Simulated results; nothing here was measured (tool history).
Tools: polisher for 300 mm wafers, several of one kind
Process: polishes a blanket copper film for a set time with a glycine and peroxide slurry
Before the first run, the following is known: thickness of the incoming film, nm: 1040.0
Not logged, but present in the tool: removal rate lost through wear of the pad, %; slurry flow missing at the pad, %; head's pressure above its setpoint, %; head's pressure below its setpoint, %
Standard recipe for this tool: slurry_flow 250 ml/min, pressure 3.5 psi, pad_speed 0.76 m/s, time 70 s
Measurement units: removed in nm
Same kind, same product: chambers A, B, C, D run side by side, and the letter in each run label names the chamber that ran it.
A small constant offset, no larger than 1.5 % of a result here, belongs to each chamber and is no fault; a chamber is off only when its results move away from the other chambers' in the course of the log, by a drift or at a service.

run	day	slurry_flow	pressure	pad_speed	time	wafers polished on this pad	hours since the slurry nozzle was cleaned	hours since the head pressure was calibrated	removed
# day 0.162: chamber D: slurry nozzle cleaned
1C	0.454	250	3.5	0.76	70	563	69.1	437.9	358.81
# day 0.533: chamber A: worn pad replaced by a new one
2D	0.675	250	3.5	0.76	70	661	12.4	438.1	356.87
3A	1.008	250	3.5	0.76	70	81	297.7	69.1	362.57
# day 1.229: chamber B: slurry nozzle cleaned
4B	1.312	250	3.5	0.76	70	995	2.1	907.2	365.29
# day 1.362: chamber D: worn pad replaced by a new one
5B	1.625	250	3.5	0.76	70	1049	9.6	914.7	366.58
# day 1.796: chamber B: worn pad replaced by a new one
# day 1.833: chamber C: worn pad replaced by a new one
6C	1.846	250	3.5	0.76	70	2	102.5	471.3	363.77
7D	2.054	250	3.5	0.76	70	118	45.5	471.2	359.17
8A	2.383	250	3.5	0.76	70	315	330.7	102.1	363.14
9C	2.633	250	3.5	0.76	70	137	121.4	490.2	367.74
10B	2.921	250	3.5	0.76	70	192	40.7	945.8	355.88
11A	3.138	250	3.5	0.76	70	444	348.8	120.2	363.37
12D	3.454	250	3.5	0.76	70	357	79.1	504.8	355.78
13D	3.671	250	3.5	0.76	70	394	84.3	510.0	355.45
14A	4.071	250	3.5	0.76	81	603	371.2	142.6	422.69
15C	4.521	250	3.5	0.76	81	459	166.7	535.5	421.96
16B	4.979	250	3.5	0.76	81	543	90.1	995.2	423.43
17B	5.412	250	3.5	0.76	81	617	100.5	1005.6	420.97
# day 5.458: chamber D: worn pad replaced by a new one
18A	5.700	250	3.5	0.76	70	881	410.3	181.7	357.67
# day 5.925: chamber A: worn pad replaced by a new one
19D	6.071	250	3.5	0.76	70	104	141.9	567.6	348.28
20C	6.479	250	3.5	0.76	70	793	213.7	582.5	365.61
21D	6.825	250	3.5	0.76	70	233	160.0	585.7	347.92
# day 7.025: chamber C: worn pad replaced by a new one
22B	7.025	250	3.5	0.52	56	892	139.2	1044.3	213.10
# day 7.121: chamber B: worn pad replaced by a new one
23C	7.350	250	3.5	0.52	56	55	234.6	603.4	215.12
24A	7.608	250	3.5	0.52	56	287	456.1	227.5	217.65
25B	7.888	250	3.5	0.52	56	131	159.9	1065.0	215.38
26D	8.258	250	2.9	0.76	59	477	194.4	620.1	246.99
27C	8.696	250	2.9	0.76	59	285	266.9	635.7	260.76
28A	9.083	250	2.9	0.76	59	539	491.5	262.9	264.09
29D	9.467	250	2.9	0.76	59	684	223.4	649.1	249.76
30A	9.721	250	3.5	0.76	70	648	506.8	278.2	363.54
# day 9.850: chamber D: worn pad replaced by a new one
31B	9.925	250	3.5	0.76	70	478	208.8	1113.9	360.24
32C	10.371	250	3.5	0.76	70	571	307.1	675.9	364.12
# day 10.658: chamber A: worn pad replaced by a new one
33D	10.750	250	3.5	0.76	70	153	254.2	679.9	336.68
34C	11.146	250	3.5	0.76	70	703	325.7	694.5	356.37
35A	11.546	250	3.5	0.76	70	151	550.6	322.0	365.14

Read the log: is a single chamber off, either drifting away or since a service, is the gauge that measures every chamber drifting, or is nothing wrong beyond small per-chamber offsets? Name any odd chamber and what most likely caused it.

Little by little, chamber D moves away from the other chambers.
What lies behind it: head's pressure below its setpoint, % = 7.48.
From this log alone, it may not be told apart from: slurry flow missing at the pad, %.

Below are 4 candidate recipes for chamber D's next run, each the usual settings with a change, their results shown as question marks. Which of them brings D's results back in line with what the other chambers give on the usual settings?
A result is in line if it is within this distance of the other chambers' mean on the usual settings: removed 8.60 nm
36D-1	11.875	250	3.0	0.76	70				?
36D-2	11.875	250	3.4	0.76	66				?
36D-3	11.875	250	3.6	0.78	72				?
36D-4	11.875	250	4.1	0.76	70				?

The other chambers' mean on the usual settings: removed 363.60 nm
run	removed
36D-1	297.27
36D-2	309.57
36D-3	361.22
36D-4	382.69
The right change is 36D-3: it brings the chamber back within the allowed miss of the others.
